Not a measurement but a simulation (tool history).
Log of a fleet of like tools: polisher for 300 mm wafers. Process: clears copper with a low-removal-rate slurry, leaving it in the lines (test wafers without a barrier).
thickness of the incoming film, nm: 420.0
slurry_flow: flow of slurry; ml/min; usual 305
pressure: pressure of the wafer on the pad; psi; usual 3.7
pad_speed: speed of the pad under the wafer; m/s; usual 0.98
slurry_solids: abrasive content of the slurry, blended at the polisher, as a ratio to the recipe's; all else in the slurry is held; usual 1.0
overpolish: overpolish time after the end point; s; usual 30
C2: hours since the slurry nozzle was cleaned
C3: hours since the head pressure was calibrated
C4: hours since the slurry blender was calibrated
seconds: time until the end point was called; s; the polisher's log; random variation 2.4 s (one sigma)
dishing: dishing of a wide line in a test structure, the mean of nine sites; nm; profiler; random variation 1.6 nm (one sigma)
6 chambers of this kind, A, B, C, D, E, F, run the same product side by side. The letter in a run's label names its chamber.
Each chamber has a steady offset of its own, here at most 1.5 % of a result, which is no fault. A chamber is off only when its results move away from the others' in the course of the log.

{"hour": 11.3, "done": "chamber A: worn pad replaced by a new one"}
{"run": "1B", "hour": 12.5, "slurry_flow": 305, "pressure": 3.7, "pad_speed": 0.98, "slurry_solids": 1.0, "overpolish": 30, "wafers polished on this pad": 177, "C2": 162.6, "C3": 111.0, "C4": 65.5, "seconds": 127.61, "dishing": 63.645}
{"run": "2E", "hour": 22.6, "slurry_flow": 305, "pressure": 3.7, "pad_speed": 0.98, "slurry_solids": 1.0, "overpolish": 30, "wafers polished on this pad": 586, "C2": 640.7, "C3": 175.6, "C4": 263.5, "seconds": 126.72, "dishing": 63.676}
{"hour": 27.9, "done": "chamber D: worn pad replaced by a new one"}
{"hour": 33.9, "done": "chamber C: worn pad replaced by a new one"}
{"run": "3D", "hour": 36.3, "slurry_flow": 305, "pressure": 3.7, "pad_speed": 0.98, "slurry_solids": 1.0, "overpolish": 30, "wafers polished on this pad": 93, "C2": 289.9, "C3": 848.2, "C4": 123.8, "seconds": 126.17, "dishing": 63.078}
{"run": "4F", "hour": 43.5, "slurry_flow": 305, "pressure": 3.7, "pad_speed": 0.98, "slurry_solids": 1.0, "overpolish": 30, "wafers polished on this pad": 658, "C2": 236.5, "C3": 310.7, "C4": 82.8, "seconds": 124.65, "dishing": 63.641}
{"run": "5C", "hour": 56.3, "slurry_flow": 305, "pressure": 3.7, "pad_speed": 0.72, "slurry_solids": 1.0, "overpolish": 30, "wafers polished on this pad": 247, "C2": 408.5, "C3": 92.6, "C4": 162.9, "seconds": 167.94, "dishing": 49.919}
{"run": "6A", "hour": 69.2, "slurry_flow": 305, "pressure": 3.7, "pad_speed": 0.72, "slurry_solids": 1.0, "overpolish": 30, "wafers polished on this pad": 636, "C2": 156.3, "C3": 515.0, "C4": 106.7, "seconds": 169.51, "dishing": 49.092}
{"run": "7F", "hour": 76.5, "slurry_flow": 305, "pressure": 3.7, "pad_speed": 0.72, "slurry_solids": 1.0, "overpolish": 30, "wafers polished on this pad": 1021, "C2": 269.5, "C3": 343.7, "C4": 115.8, "seconds": 170.98, "dishing": 50.46}
{"hour": 79.4, "done": "chamber F: worn pad replaced by a new one"}
{"hour": 81.6, "done": "chamber B: slurry nozzle cleaned"}
{"run": "8A", "hour": 85.7, "slurry_flow": 305, "pressure": 3.7, "pad_speed": 0.72, "slurry_solids": 1.0, "overpolish": 30, "wafers polished on this pad": 818, "C2": 172.8, "C3": 531.5, "C4": 123.2, "seconds": 171.71, "dishing": 49.397}
{"hour": 88.2, "done": "chamber E: slurry blender recalibrated"}
{"hour": 90.4, "done": "chamber B: worn pad replaced by a new one"}
{"run": "9B", "hour": 100.7, "slurry_flow": 305, "pressure": 3.7, "pad_speed": 0.72, "slurry_solids": 1.0, "overpolish": 30, "wafers polished on this pad": 113, "C2": 19.2, "C3": 199.2, "C4": 153.7, "seconds": 168.87, "dishing": 51.293}
{"hour": 101.8, "done": "chamber E: worn pad replaced by a new one"}
{"run": "10D", "hour": 108.5, "slurry_flow": 305, "pressure": 3.7, "pad_speed": 0.72, "slurry_solids": 1.0, "overpolish": 30, "wafers polished on this pad": 886, "C2": 362.1, "C3": 920.4, "C4": 196.0, "seconds": 170.76, "dishing": 51.33}
{"hour": 116.4, "done": "chamber F: slurry blender recalibrated"}
{"run": "11E", "hour": 117.8, "slurry_flow": 305, "pressure": 3.7, "pad_speed": 0.98, "slurry_solids": 1.0, "overpolish": 30, "wafers polished on this pad": 175, "C2": 735.9, "C3": 270.8, "C4": 29.7, "seconds": 125.01, "dishing": 63.125}
{"hour": 123.5, "done": "chamber C: slurry blender recalibrated"}
{"hour": 127.6, "done": "chamber C: worn pad replaced by a new one"}
{"run": "12C", "hour": 130.6, "slurry_flow": 305, "pressure": 3.7, "pad_speed": 0.98, "slurry_solids": 1.0, "overpolish": 30, "wafers polished on this pad": 33, "C2": 482.8, "C3": 166.9, "C4": 7.2, "seconds": 122.85, "dishing": 63.276}
{"hour": 137.1, "done": "chamber D: slurry blender recalibrated"}
{"run": "13E", "hour": 142.8, "slurry_flow": 305, "pressure": 3.7, "pad_speed": 0.98, "slurry_solids": 1.0, "overpolish": 30, "wafers polished on this pad": 450, "C2": 760.9, "C3": 295.8, "C4": 54.7, "seconds": 129.56, "dishing": 61.724}
{"hour": 144.2, "done": "chamber A: worn pad replaced by a new one"}
{"run": "14F", "hour": 153.1, "slurry_flow": 305, "pressure": 3.7, "pad_speed": 0.98, "slurry_solids": 1.0, "overpolish": 30, "wafers polished on this pad": 810, "C2": 346.1, "C3": 420.3, "C4": 36.8, "seconds": 126.58, "dishing": 64.172}
{"run": "15A", "hour": 164.7, "slurry_flow": 305, "pressure": 4.5, "pad_speed": 0.98, "slurry_solids": 1.0, "overpolish": 30, "wafers polished on this pad": 225, "C2": 251.8, "C3": 610.5, "C4": 202.2, "seconds": 106.84, "dishing": 73.963}
{"hour": 171.8, "done": "chamber D: worn pad replaced by a new one"}
{"hour": 173.1, "done": "chamber F: worn pad replaced by a new one"}
{"hour": 176.1, "done": "chamber B: worn pad replaced by a new one"}
{"run": "16C", "hour": 177.0, "slurry_flow": 305, "pressure": 4.5, "pad_speed": 0.98, "slurry_solids": 1.0, "overpolish": 30, "wafers polished on this pad": 543, "C2": 529.2, "C3": 213.3, "C4": 53.6, "seconds": 99.818, "dishing": 74.945}
{"hour": 177.3, "done": "chamber C: slurry nozzle cleaned"}
{"run": "17B", "hour": 186.5, "slurry_flow": 305, "pressure": 4.5, "pad_speed": 0.98, "slurry_solids": 1.0, "overpolish": 30, "wafers polished on this pad": 115, "C2": 105.0, "C3": 285.0, "C4": 239.5, "seconds": 104.12, "dishing": 76.831}
{"run": "18D", "hour": 197.5, "slurry_flow": 305, "pressure": 4.5, "pad_speed": 0.98, "slurry_solids": 1.0, "overpolish": 30, "wafers polished on this pad": 283, "C2": 451.1, "C3": 1009.4, "C4": 60.5, "seconds": 105.07, "dishing": 74.833}
{"run": "19D", "hour": 205.4, "slurry_flow": 305, "pressure": 4.5, "pad_speed": 0.98, "slurry_solids": 1.0, "overpolish": 30, "wafers polished on this pad": 370, "C2": 459.0, "C3": 1017.3, "C4": 68.4, "seconds": 105.22, "dishing": 72.641}
{"hour": 207.6, "done": "chamber D: slurry nozzle cleaned"}
{"hour": 209.1, "done": "chamber E: worn pad replaced by a new one"}
{"hour": 213.0, "done": "chamber C: worn pad replaced by a new one"}
{"hour": 217.8, "done": "chamber F: head pressure recalibrated"}
{"run": "20F", "hour": 219.0, "slurry_flow": 305, "pressure": 4.5, "pad_speed": 0.98, "slurry_solids": 1.0, "overpolish": 30, "wafers polished on this pad": 505, "C2": 412.0, "C3": 1.2, "C4": 102.7, "seconds": 101.17, "dishing": 77.144}
{"hour": 222.5, "done": "chamber A: slurry blender recalibrated"}
{"run": "21E", "hour": 232.2, "slurry_flow": 305, "pressure": 3.7, "pad_speed": 0.98, "slurry_solids": 1.0, "overpolish": 30, "wafers polished on this pad": 254, "C2": 850.3, "C3": 385.2, "C4": 144.1, "seconds": 125.69, "dishing": 64.142}
{"hour": 241.5, "done": "chamber A: slurry nozzle cleaned"}
{"run": "22A", "hour": 245.5, "slurry_flow": 305, "pressure": 3.7, "pad_speed": 0.98, "slurry_solids": 1.0, "overpolish": 16, "wafers polished on this pad": 1113, "C2": 4.1, "C3": 691.3, "C4": 23.0, "seconds": 132.31, "dishing": 35.293}
{"hour": 248.3, "done": "chamber D: head pressure recalibrated"}
{"hour": 251.2, "done": "chamber B: worn pad replaced by a new one"}
{"hour": 252.3, "done": "chamber F: slurry blender recalibrated"}
{"run": "23B", "hour": 255.3, "slurry_flow": 305, "pressure": 3.7, "pad_speed": 0.98, "slurry_solids": 1.0, "overpolish": 16, "wafers polished on this pad": 45, "C2": 173.8, "C3": 353.8, "C4": 308.3, "seconds": 125.15, "dishing": 38.95}
{"run": "24C", "hour": 263.0, "slurry_flow": 305, "pressure": 3.7, "pad_speed": 0.98, "slurry_solids": 1.0, "overpolish": 16, "wafers polished on this pad": 549, "C2": 85.7, "C3": 299.3, "C4": 139.6, "seconds": 122.57, "dishing": 38.742}
{"hour": 271.8, "done": "chamber F: worn pad replaced by a new one"}
{"run": "25F", "hour": 274.4, "slurry_flow": 305, "pressure": 3.7, "pad_speed": 0.98, "slurry_solids": 1.0, "overpolish": 16, "wafers polished on this pad": 28, "C2": 467.4, "C3": 56.6, "C4": 22.1, "seconds": 124.8, "dishing": 39.492}
{"hour": 279.5, "done": "chamber A: worn pad replaced by a new one"}
{"run": "26B", "hour": 286.7, "slurry_flow": 305, "pressure": 3.7, "pad_speed": 0.98, "slurry_solids": 1.0, "overpolish": 16, "wafers polished on this pad": 390, "C2": 205.2, "C3": 385.2, "C4": 339.7, "seconds": 126.49, "dishing": 39.764}
{"hour": 293.1, "done": "chamber D: worn pad replaced by a new one"}
{"run": "27E", "hour": 299.1, "slurry_flow": 305, "pressure": 3.7, "pad_speed": 0.98, "slurry_solids": 1.0, "overpolish": 16, "wafers polished on this pad": 989, "C2": 917.2, "C3": 452.1, "C4": 211.0, "seconds": 125.96, "dishing": 35.517}
{"hour": 299.8, "done": "chamber C: worn pad replaced by a new one"}
{"hour": 311.3, "done": "chamber E: worn pad replaced by a new one"}
{"run": "28C", "hour": 312.5, "slurry_flow": 305, "pressure": 3.7, "pad_speed": 0.98, "slurry_solids": 1.0, "overpolish": 30, "wafers polished on this pad": 139, "C2": 135.2, "C3": 348.8, "C4": 189.1, "seconds": 122.1, "dishing": 66.838}
{"hour": 317.2, "done": "chamber C: slurry blender recalibrated"}
{"run": "29D", "hour": 320.2, "slurry_flow": 305, "pressure": 3.7, "pad_speed": 0.98, "slurry_solids": 1.0, "overpolish": 30, "wafers polished on this pad": 297, "C2": 112.6, "C3": 72.0, "C4": 183.2, "seconds": 124.97, "dishing": 64.545}
{"hour": 324.5, "done": "chamber B: slurry nozzle cleaned"}
{"hour": 327.8, "done": "chamber E: slurry nozzle cleaned"}
{"run": "30A", "hour": 332.1, "slurry_flow": 305, "pressure": 3.7, "pad_speed": 0.98, "slurry_solids": 1.0, "overpolish": 30, "wafers polished on this pad": 579, "C2": 90.7, "C3": 777.9, "C4": 109.6, "seconds": 136.49, "dishing": 60.449}
{"hour": 338.8, "done": "chamber D: slurry blender recalibrated"}
{"hour": 339.1, "done": "chamber B: worn pad replaced by a new one"}
{"run": "31F", "hour": 343.6, "slurry_flow": 305, "pressure": 3.7, "pad_speed": 0.98, "slurry_solids": 1.0, "overpolish": 30, "wafers polished on this pad": 789, "C2": 536.6, "C3": 125.8, "C4": 91.3, "seconds": 126.64, "dishing": 62.731}
{"run": "32D", "hour": 356.7, "slurry_flow": 305, "pressure": 3.7, "pad_speed": 0.98, "slurry_solids": 1.0, "overpolish": 30, "wafers polished on this pad": 699, "C2": 149.1, "C3": 108.5, "C4": 18.0, "seconds": 130.13, "dishing": 63.285}
{"hour": 360.3, "done": "chamber B: slurry blender recalibrated"}
{"run": "33A", "hour": 366.6, "slurry_flow": 305, "pressure": 3.7, "pad_speed": 0.98, "slurry_solids": 1.0, "overpolish": 30, "wafers polished on this pad": 958, "C2": 125.2, "C3": 812.4, "C4": 144.1, "seconds": 139.59, "dishing": 54.685}
{"hour": 371.6, "done": "chamber C: worn pad replaced by a new one"}
{"hour": 372.4, "done": "chamber E: slurry blender recalibrated"}
{"hour": 373.1, "done": "chamber E: head pressure recalibrated"}
{"run": "34C", "hour": 380.0, "slurry_flow": 305, "pressure": 3.7, "pad_speed": 0.98, "slurry_solids": 1.0, "overpolish": 30, "wafers polished on this pad": 93, "C2": 202.7, "C3": 416.3, "C4": 62.9, "seconds": 125.24, "dishing": 63.648}
{"run": "35E", "hour": 389.0, "slurry_flow": 305, "pressure": 3.7, "pad_speed": 0.98, "slurry_solids": 1.0, "overpolish": 30, "wafers polished on this pad": 854, "C2": 61.3, "C3": 16.0, "C4": 16.7, "seconds": 126.1, "dishing": 64.987}
{"run": "36B", "hour": 401.6, "slurry_flow": 305, "pressure": 4.2, "pad_speed": 0.98, "slurry_solids": 1.2, "overpolish": 30, "wafers polished on this pad": 687, "C2": 77.2, "C3": 500.1, "C4": 41.3, "seconds": 103.5, "dishing": 74.993}
{"run": "37B", "hour": 411.8, "slurry_flow": 305, "pressure": 4.2, "pad_speed": 0.98, "slurry_solids": 1.2, "overpolish": 30, "wafers polished on this pad": 800, "C2": 87.4, "C3": 510.3, "C4": 51.5, "seconds": 105.9, "dishing": 72.037}

Is one chamber off against the others, does the gauge drift, or is nothing wrong? If a chamber is off, say which, and what the likeliest cause is.

Chamber A drifts away from the others.
Cause: head's pressure below its setpoint, % = 12.

Here are 4 candidates for chamber A's next run, each the usual settings with a change, their results left as question marks. Which one brings its results back in line with what the others give on the usual settings?
In line means no further than this from the other chambers' mean on the usual settings: seconds 8.400 s; dishing 5.400 nm
{"run": "38A-1", "hour": 422.8, "slurry_flow": 305, "pressure": 3.5, "pad_speed": 0.92, "slurry_solids": 1.0, "overpolish": 29, "seconds": "?", "dishing": "?"}
{"run": "38A-2", "hour": 422.8, "slurry_flow": 305, "pressure": 3.9, "pad_speed": 1.04, "slurry_solids": 1.0, "overpolish": 31, "seconds": "?", "dishing": "?"}
{"run": "38A-3", "hour": 422.8, "slurry_flow": 310, "pressure": 4.2, "pad_speed": 1.1, "slurry_solids": 1.0, "overpolish": 32, "seconds": "?", "dishing": "?"}
{"run": "38A-4", "hour": 422.8, "slurry_flow": 300, "pressure": 3.2, "pad_speed": 0.86, "slurry_solids": 1.0, "overpolish": 28, "seconds": "?", "dishing": "?"}

The other chambers' mean on the usual settings: seconds 124.950 s; dishing 64.158 nm
run=38A-1 seconds=158.770 dishing=50.625
run=38A-2 seconds=126.130 dishing=64.564
run=38A-3 seconds=110.640 dishing=73.415
run=38A-4 seconds=185.890 dishing=42.905
38A-2 brings the chamber back in line.
